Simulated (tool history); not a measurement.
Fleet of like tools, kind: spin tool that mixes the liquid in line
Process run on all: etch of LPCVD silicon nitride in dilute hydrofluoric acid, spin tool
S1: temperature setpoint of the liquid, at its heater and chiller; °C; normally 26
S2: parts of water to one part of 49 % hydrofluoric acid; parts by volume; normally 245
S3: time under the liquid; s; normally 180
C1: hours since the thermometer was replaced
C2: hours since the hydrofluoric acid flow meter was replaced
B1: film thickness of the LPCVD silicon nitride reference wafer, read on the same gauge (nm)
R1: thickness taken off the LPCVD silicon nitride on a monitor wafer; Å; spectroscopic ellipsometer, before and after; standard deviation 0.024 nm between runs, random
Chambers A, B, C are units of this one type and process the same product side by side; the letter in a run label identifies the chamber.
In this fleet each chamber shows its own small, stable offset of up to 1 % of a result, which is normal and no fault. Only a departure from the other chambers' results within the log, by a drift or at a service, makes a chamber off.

Run 1C, hour 5.3: usual settings; C1 342; C2 1820.5; B1 110. Result: R1 3.7911 Å.
Run 2B, hour 10.4: usual settings; C1 622.5; C2 1080.7; B1 110.01. Result: R1 3.6796 Å.
Run 3A, hour 17.8: usual settings; C1 1421.8; C2 736.8; B1 110.02. Result: R1 3.5529 Å.
Run 4A, hour 23: usual settings; C1 1427; C2 742; B1 110.04. Result: R1 3.4262 Å.
Run 5B, hour 27.9: usual settings; C1 640; C2 1098.2; B1 109.96. Result: R1 3.9237 Å.
Run 6C, hour 35.7: usual settings; C1 372.4; C2 1850.9; B1 109.98. Result: R1 4.2546 Å.
Run 7B, hour 42.5: usual settings; C1 654.6; C2 1112.8; B1 109.98. Result: R1 3.7634 Å.
Run 8C, hour 47.8: usual settings; C1 384.5; C2 1863; B1 110. Result: R1 3.6265 Å.
Run 9A, hour 56.5: usual settings; C1 1460.5; C2 775.5; B1 109.97. Result: R1 4.2249 Å.
Run 10C, hour 64.8: usual settings; C1 401.5; C2 1880; B1 109.98. Result: R1 3.621 Å.
Run 11A, hour 72.6: usual settings; C1 1476.6; C2 791.6; B1 110. Result: R1 3.6842 Å.
Run 12B, hour 78.9: usual settings; C1 691; C2 1149.2; B1 110.01. Result: R1 3.7854 Å.
Run 13B, hour 85.3: usual settings; C1 697.4; C2 1155.6; B1 109.96. Result: R1 3.9924 Å.
Run 14A, hour 89.9: usual settings; C1 1493.9; C2 808.9; B1 109.99. Result: R1 3.9407 Å.
Run 15C, hour 94.3: usual settings; C1 431; C2 1909.5; B1 109.99. Result: R1 3.8835 Å.
Run 16A, hour 99: usual settings; C1 1503; C2 818; B1 110. Result: R1 4.2316 Å.
Run 17C, hour 106.6: usual settings; C1 443.3; C2 1921.8; B1 109.98. Result: R1 3.7551 Å.
Run 18B, hour 115.1: usual settings; C1 727.2; C2 1185.4; B1 110. Result: R1 3.8447 Å.
Run 19A, hour 120.7: usual settings but S3 75 s; C1 1524.7; C2 839.7; B1 110.01. Result: R1 1.4263 Å.
Run 20C, hour 130.1: usual settings but S3 75 s; C1 466.8; C2 1945.3; B1 110.05. Result: R1 1.5171 Å.
Run 21B, hour 136: usual settings but S3 75 s; C1 748.1; C2 1206.3; B1 109.99. Result: R1 1.8255 Å.
Run 22C, hour 142.1: usual settings; C1 478.8; C2 1957.3; B1 110.01. Result: R1 3.7862 Å.
Run 23B, hour 148.1: usual settings; C1 760.2; C2 1218.4; B1 110.04. Result: R1 3.8136 Å.
Run 24A, hour 156.3: usual settings; C1 1560.3; C2 875.3; B1 109.96. Result: R1 3.7504 Å.
Run 25C, hour 163.4: usual settings but S1 21.5 °C, S3 280 s; C1 500.1; C2 1978.6; B1 110.02. Result: R1 4.4166 Å.
Run 26B, hour 171.3: usual settings but S1 21.5 °C, S3 280 s; C1 783.4; C2 1241.6; B1 110. Result: R1 4.338 Å.
Run 27A, hour 179.7: usual settings but S1 21.5 °C, S3 280 s; C1 1583.7; C2 898.7; B1 109.98. Result: R1 4.6053 Å.
Run 28A, hour 187.1: usual settings; C1 1591.1; C2 906.1; B1 109.99. Result: R1 3.7004 Å.
Run 29C, hour 196.2: usual settings; C1 532.9; C2 2011.4; B1 110.01. Result: R1 4.1518 Å.
Run 30B, hour 203.7: usual settings; C1 815.8; C2 1274; B1 109.98. Result: R1 4.0267 Å.
Run 31A, hour 211.2: usual settings; C1 1615.2; C2 930.2; B1 110.03. Result: R1 3.7933 Å.
Run 32B, hour 219.7: usual settings; C1 831.8; C2 1290; B1 110.02. Result: R1 4.0324 Å.
Run 33C, hour 226.6: usual settings; C1 563.3; C2 2041.8; B1 109.97. Result: R1 3.9868 Å.
Run 34A, hour 232: usual settings; C1 1636; C2 951; B1 109.96. Result: R1 3.4778 Å.
Run 35C, hour 237.7: usual settings; C1 574.4; C2 2052.9; B1 110.01. Result: R1 4.0374 Å.

One chamber off, gauge drift, or nothing amiss beyond the chambers' own small offsets? If it is a chamber, which one, and what is the likeliest cause?

No chamber stands off beyond its own small offset, and the gauge holds steady.
